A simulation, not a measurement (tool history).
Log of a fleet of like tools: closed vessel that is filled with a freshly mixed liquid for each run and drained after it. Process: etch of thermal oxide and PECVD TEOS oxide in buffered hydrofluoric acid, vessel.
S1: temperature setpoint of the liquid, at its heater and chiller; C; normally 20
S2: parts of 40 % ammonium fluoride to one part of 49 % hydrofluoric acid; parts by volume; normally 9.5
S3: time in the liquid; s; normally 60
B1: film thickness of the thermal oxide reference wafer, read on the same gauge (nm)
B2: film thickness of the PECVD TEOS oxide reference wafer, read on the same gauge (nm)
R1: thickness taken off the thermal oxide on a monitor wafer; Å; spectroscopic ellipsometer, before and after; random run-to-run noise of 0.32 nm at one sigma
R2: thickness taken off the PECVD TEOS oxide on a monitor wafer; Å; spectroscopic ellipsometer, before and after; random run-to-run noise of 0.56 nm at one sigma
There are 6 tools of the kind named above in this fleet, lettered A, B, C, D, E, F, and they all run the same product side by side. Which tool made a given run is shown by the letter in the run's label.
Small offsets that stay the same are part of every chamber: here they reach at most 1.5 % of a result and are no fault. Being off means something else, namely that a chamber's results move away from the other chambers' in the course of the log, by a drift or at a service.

run 1C hour=6.1 | S1=20 S2=9.5 S3=60 | B1=120.03 B2=149.99 | R1=539.68 R2=1430
run 2D hour=10.1 | S1=20 S2=9.5 S3=60 | B1=120.01 B2=150 | R1=545.09 R2=1449.8
run 3A hour=13 | S1=20 S2=9.5 S3=60 | B1=119.99 B2=149.99 | R1=542.35 R2=1458.3
run 4B hour=16.7 | S1=20 S2=9.5 S3=60 | B1=120.01 B2=150.02 | R1=552.79 R2=1445.8
run 5F hour=20.4 | S1=20 S2=9.5 S3=60 | B1=119.99 B2=150.01 | R1=545.31 R2=1444
run 6E hour=25.4 | S1=20 S2=9.5 S3=60 | B1=120 B2=150 | R1=551.4 R2=1450.9
run 7F hour=29.1 | S1=22.5 S2=8 S3=60 | B1=120 B2=150.01 | R1=736.91 R2=1952.7
run 8D hour=35.5 | S1=22.5 S2=8 S3=60 | B1=120.01 B2=149.99 | R1=746.94 R2=1951.7
run 9E hour=39 | S1=22.5 S2=8 S3=60 | B1=120 B2=149.99 | R1=739.96 R2=1944
run 10C hour=44.1 | S1=22.5 S2=8 S3=60 | B1=119.98 B2=149.98 | R1=727.4 R2=1918
run 11B hour=49.5 | S1=22.5 S2=8 S3=60 | B1=119.99 B2=149.97 | R1=740.47 R2=1950.7
run 12A hour=54.3 | S1=22.5 S2=8 S3=60 | B1=120 B2=150 | R1=740.37 R2=1988.2
run 13E hour=59.7 | S1=17 S2=9.5 S3=60 | B1=120 B2=149.99 | R1=462.65 R2=1224.2
run 14F hour=65.9 | S1=17 S2=9.5 S3=60 | B1=120 B2=150.01 | R1=457.25 R2=1216.2
run 15A hour=71.4 | S1=17 S2=9.5 S3=60 | B1=120.01 B2=150.01 | R1=465.79 R2=1224.3
-- hour=76.5 chamber F: thermometer replaced
run 16C hour=76.5 | S1=17 S2=9.5 S3=60 | B1=119.99 B2=149.99 | R1=455.67 R2=1209
run 17D hour=79.7 | S1=17 S2=9.5 S3=60 | B1=120 B2=150.01 | R1=458.71 R2=1217.1
-- hour=82.4 chamber A: hydrofluoric acid flow meter replaced
run 18B hour=84.1 | S1=17 S2=9.5 S3=60 | B1=120 B2=150 | R1=471.89 R2=1221.2
run 19F hour=87.9 | S1=20 S2=9.5 S3=60 | B1=119.99 B2=149.99 | R1=548.26 R2=1445.4
run 20C hour=93.6 | S1=20 S2=9.5 S3=60 | B1=119.97 B2=150.02 | R1=537.34 R2=1438.1
run 21A hour=97.2 | S1=20 S2=9.5 S3=60 | B1=120 B2=150.01 | R1=542.23 R2=1465.9
run 22E hour=103.4 | S1=20 S2=9.5 S3=60 | B1=120 B2=150.02 | R1=545.61 R2=1460.9
run 23B hour=108 | S1=20 S2=9.5 S3=60 | B1=120 B2=150.02 | R1=555.27 R2=1445.7
run 24D hour=111.1 | S1=20 S2=9.5 S3=60 | B1=119.99 B2=150 | R1=548.06 R2=1439.8
run 25B hour=115 | S1=20 S2=9.5 S3=75 | B1=120.03 B2=150 | R1=687.33 R2=1805
run 26D hour=117.9 | S1=20 S2=9.5 S3=75 | B1=119.99 B2=150 | R1=688.47 R2=1805.8
run 27A hour=121.6 | S1=20 S2=9.5 S3=75 | B1=120 B2=149.99 | R1=684.56 R2=1810.5
run 28C hour=127.8 | S1=20 S2=9.5 S3=75 | B1=120.03 B2=150.02 | R1=676.29 R2=1795.5
run 29F hour=130.7 | S1=20 S2=9.5 S3=75 | B1=120.02 B2=150.01 | R1=679.14 R2=1810.7
run 30E hour=133.8 | S1=20 S2=9.5 S3=75 | B1=120 B2=150.01 | R1=687.12 R2=1812.5
run 31B hour=139.5 | S1=20 S2=9.5 S3=60 | B1=120.01 B2=150.01 | R1=547.65 R2=1441.9
run 32A hour=145.1 | S1=20 S2=9.5 S3=60 | B1=119.99 B2=150 | R1=545.21 R2=1460.5
run 33C hour=149.5 | S1=20 S2=9.5 S3=60 | B1=120.01 B2=149.98 | R1=547.33 R2=1442.2
run 34D hour=152.3 | S1=20 S2=9.5 S3=60 | B1=120.02 B2=150 | R1=553.25 R2=1448.6
run 35F hour=156.7 | S1=20 S2=9.5 S3=60 | B1=119.99 B2=149.96 | R1=541.56 R2=1448.2
run 36E hour=161.8 | S1=20 S2=9.5 S3=60 | B1=120.02 B2=149.98 | R1=551.38 R2=1452.4
run 37F hour=166.8 | S1=20 S2=9.5 S3=60 | B1=119.98 B2=150.02 | R1=540.03 R2=1437.5
run 38C hour=171.5 | S1=20 S2=9.5 S3=60 | B1=119.99 B2=150 | R1=542.39 R2=1447.9
run 39E hour=175.7 | S1=20 S2=9.5 S3=60 | B1=120 B2=149.99 | R1=550.47 R2=1458.7
run 40D hour=180.5 | S1=22.5 S2=9.5 S3=60 | B1=120.02 B2=149.99 | R1=629.39 R2=1651.4
run 41A hour=185.9 | S1=22.5 S2=9.5 S3=60 | B1=119.98 B2=150.02 | R1=629.97 R2=1683.7
-- hour=191.2 chamber B: hydrofluoric acid flow meter replaced
run 42B hour=192 | S1=22.5 S2=9.5 S3=60 | B1=120.03 B2=149.99 | R1=626.87 R2=1660

For the next run the whole fleet of 6 chambers uses the same settings. Give each chamber's results:
run 43A hour=196.6 | S1=22.5 S2=9.5 S3=60 | R1=? R2=?
run 43B hour=196.6 | S1=22.5 S2=9.5 S3=60 | R1=? R2=?
run 43C hour=196.6 | S1=22.5 S2=9.5 S3=60 | R1=? R2=?
run 43D hour=196.6 | S1=22.5 S2=9.5 S3=60 | R1=? R2=?
run 43E hour=196.6 | S1=22.5 S2=9.5 S3=60 | R1=? R2=?
run 43F hour=196.6 | S1=22.5 S2=9.5 S3=60 | R1=? R2=?

run=43A R1=627.5 R2=1692.5
run=43B R1=637.23 R2=1665
run=43C R1=626.41 R2=1642.5
run=43D R1=633.96 R2=1658
run=43E R1=630.46 R2=1686.7
run=43F R1=621.8 R2=1660.1
